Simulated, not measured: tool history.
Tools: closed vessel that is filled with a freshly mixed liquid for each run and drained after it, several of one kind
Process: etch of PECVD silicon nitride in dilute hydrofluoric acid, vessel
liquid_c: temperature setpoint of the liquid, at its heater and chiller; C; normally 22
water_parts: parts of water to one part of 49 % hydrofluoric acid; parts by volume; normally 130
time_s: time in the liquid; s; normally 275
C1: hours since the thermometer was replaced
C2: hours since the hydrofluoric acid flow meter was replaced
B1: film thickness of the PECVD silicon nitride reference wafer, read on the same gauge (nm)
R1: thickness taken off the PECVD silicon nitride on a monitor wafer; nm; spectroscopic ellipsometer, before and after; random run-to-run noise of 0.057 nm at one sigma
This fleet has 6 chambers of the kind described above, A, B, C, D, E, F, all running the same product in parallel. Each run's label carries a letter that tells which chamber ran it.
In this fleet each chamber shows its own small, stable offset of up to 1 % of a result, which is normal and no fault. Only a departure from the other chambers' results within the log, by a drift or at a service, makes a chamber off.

Run 1D, day 0.267: usual settings; C1 1372.9; C2 974; B1 120. Result: R1 6.8163 nm.
Run 2A, day 0.675: usual settings; C1 389; C2 679.6; B1 120.01. Result: R1 6.9189 nm.
Run 3F, day 1.179: usual settings; C1 862.2; C2 1389.4; B1 119.98. Result: R1 6.7522 nm.
Run 4B, day 1.675: usual settings; C1 505.6; C2 510.3; B1 120.02. Result: R1 6.8611 nm.
Run 5E, day 2.092: usual settings; C1 1219.3; C2 196.1; B1 119.98. Result: R1 6.7931 nm.
Run 6C, day 2.442: usual settings; C1 146.5; C2 987.3; B1 120. Result: R1 6.7491 nm.
Run 7F, day 2.792: usual settings; C1 900.9; C2 1428.1; B1 120.03. Result: R1 6.8002 nm.
Run 8E, day 3.367: usual settings; C1 1249.9; C2 226.7; B1 120. Result: R1 6.8923 nm.
Run 9A, day 3.8: usual settings; C1 464; C2 754.6; B1 119.99. Result: R1 6.749 nm.
Run 10D, day 4.062: usual settings; C1 1464; C2 1065.1; B1 119.99. Result: R1 6.6767 nm.
Run 11B, day 4.467: usual settings but water_parts 90 parts by volume, time_s 385 s; C1 572.6; C2 577.3; B1 119.98. Result: R1 13.951 nm.
Run 12C, day 5.038: usual settings but water_parts 90 parts by volume, time_s 385 s; C1 208.8; C2 1049.6; B1 120.01. Result: R1 13.324 nm.
Run 13B, day 5.438: usual settings but water_parts 90 parts by volume, time_s 385 s; C1 595.9; C2 600.6; B1 120. Result: R1 13.769 nm.
Run 14E, day 5.975: usual settings but water_parts 90 parts by volume, time_s 385 s; C1 1312.5; C2 289.3; B1 120.02. Result: R1 13.922 nm.
Run 15C, day 6.362: usual settings but water_parts 90 parts by volume, time_s 385 s; C1 240.6; C2 1081.4; B1 120.01. Result: R1 13.661 nm.
Run 16D, day 6.621: usual settings but water_parts 90 parts by volume, time_s 385 s; C1 1525.4; C2 1126.5; B1 120.01. Result: R1 13.644 nm.
Run 17F, day 6.904: usual settings but liquid_c 19.5 C, time_s 405 s; C1 999.6; C2 1526.8; B1 119.99. Result: R1 8.42 nm.
Run 18A, day 7.167: usual settings but liquid_c 19.5 C, time_s 405 s; C1 544.8; C2 835.4; B1 120.02. Result: R1 8.6109 nm.
Run 19A, day 7.542: usual settings but liquid_c 19.5 C, time_s 405 s; C1 553.8; C2 844.4; B1 120.01. Result: R1 8.7149 nm.
Run 20C, day 7.992: usual settings but liquid_c 19.5 C, time_s 405 s; C1 279.7; C2 1120.5; B1 120. Result: R1 8.2827 nm.
Run 21B, day 8.475: usual settings but liquid_c 19.5 C, time_s 405 s; C1 668.8; C2 673.5; B1 119.99. Result: R1 8.4969 nm.
At day 8.812: chamber B: thermometer replaced.
Run 22E, day 8.829: usual settings but liquid_c 19.5 C, time_s 405 s; C1 1381; C2 357.8; B1 120. Result: R1 8.6304 nm.
Run 23D, day 9.229: usual settings; C1 1588; C2 1189.1; B1 120. Result: R1 6.8219 nm.
Run 24F, day 9.679: usual settings; C1 1066.2; C2 1593.4; B1 120. Result: R1 6.8607 nm.
Run 25C, day 10.238: usual settings but liquid_c 25 C; C1 333.6; C2 1174.4; B1 120.02. Result: R1 8.4161 nm.
Run 26F, day 10.771: usual settings but liquid_c 25 C; C1 1092.4; C2 1619.6; B1 120. Result: R1 8.253 nm.
Run 27B, day 11.146: usual settings but liquid_c 25 C; C1 56.1; C2 737.6; B1 119.99. Result: R1 8.4181 nm.
Run 28E, day 11.567: usual settings but liquid_c 25 C; C1 1446.7; C2 423.5; B1 120. Result: R1 8.2979 nm.
Run 29A, day 11.983: usual settings but liquid_c 25 C; C1 660.4; C2 951; B1 120. Result: R1 8.589 nm.
Run 30D, day 12.383: usual settings but liquid_c 25 C; C1 1663.7; C2 1264.8; B1 119.97. Result: R1 8.1774 nm.
Run 31E, day 12.696: usual settings but liquid_c 19.5 C, time_s 395 s; C1 1473.8; C2 450.6; B1 120.01. Result: R1 8.3278 nm.
Run 32A, day 13.221: usual settings but liquid_c 19.5 C, time_s 395 s; C1 690.1; C2 980.7; B1 119.98. Result: R1 8.7958 nm.
Run 33D, day 13.692: usual settings but liquid_c 19.5 C, time_s 395 s; C1 1695.1; C2 1296.2; B1 120. Result: R1 8.2724 nm.
Run 34B, day 14.067: usual settings but liquid_c 19.5 C, time_s 395 s; C1 126.2; C2 807.7; B1 120. Result: R1 8.3184 nm.
Run 35F, day 14.517: usual settings but liquid_c 19.5 C, time_s 395 s; C1 1182.3; C2 1709.5; B1 120.01. Result: R1 8.2481 nm.
Run 36C, day 14.942: usual settings but liquid_c 19.5 C, time_s 395 s; C1 446.5; C2 1287.3; B1 119.97. Result: R1 8.1514 nm.
Run 37C, day 15.296: usual settings; C1 455; C2 1295.8; B1 119.99. Result: R1 6.7877 nm.
Run 38A, day 15.646: usual settings; C1 748.3; C2 1038.9; B1 119.99. Result: R1 7.3782 nm.

Next, every chamber runs the same settings. What will each give?
Run 39A, day 16.058: usual settings. Result: R1 ?.
Run 39B, day 16.058: usual settings. Result: R1 ?.
Run 39C, day 16.058: usual settings. Result: R1 ?.
Run 39D, day 16.058: usual settings. Result: R1 ?.
Run 39E, day 16.058: usual settings. Result: R1 ?.
Run 39F, day 16.058: usual settings. Result: R1 ?.

run      R1
39A  7.4087
39B  6.8979
39C  6.7368
39D  6.7135
39E  6.8601
39F  6.6107
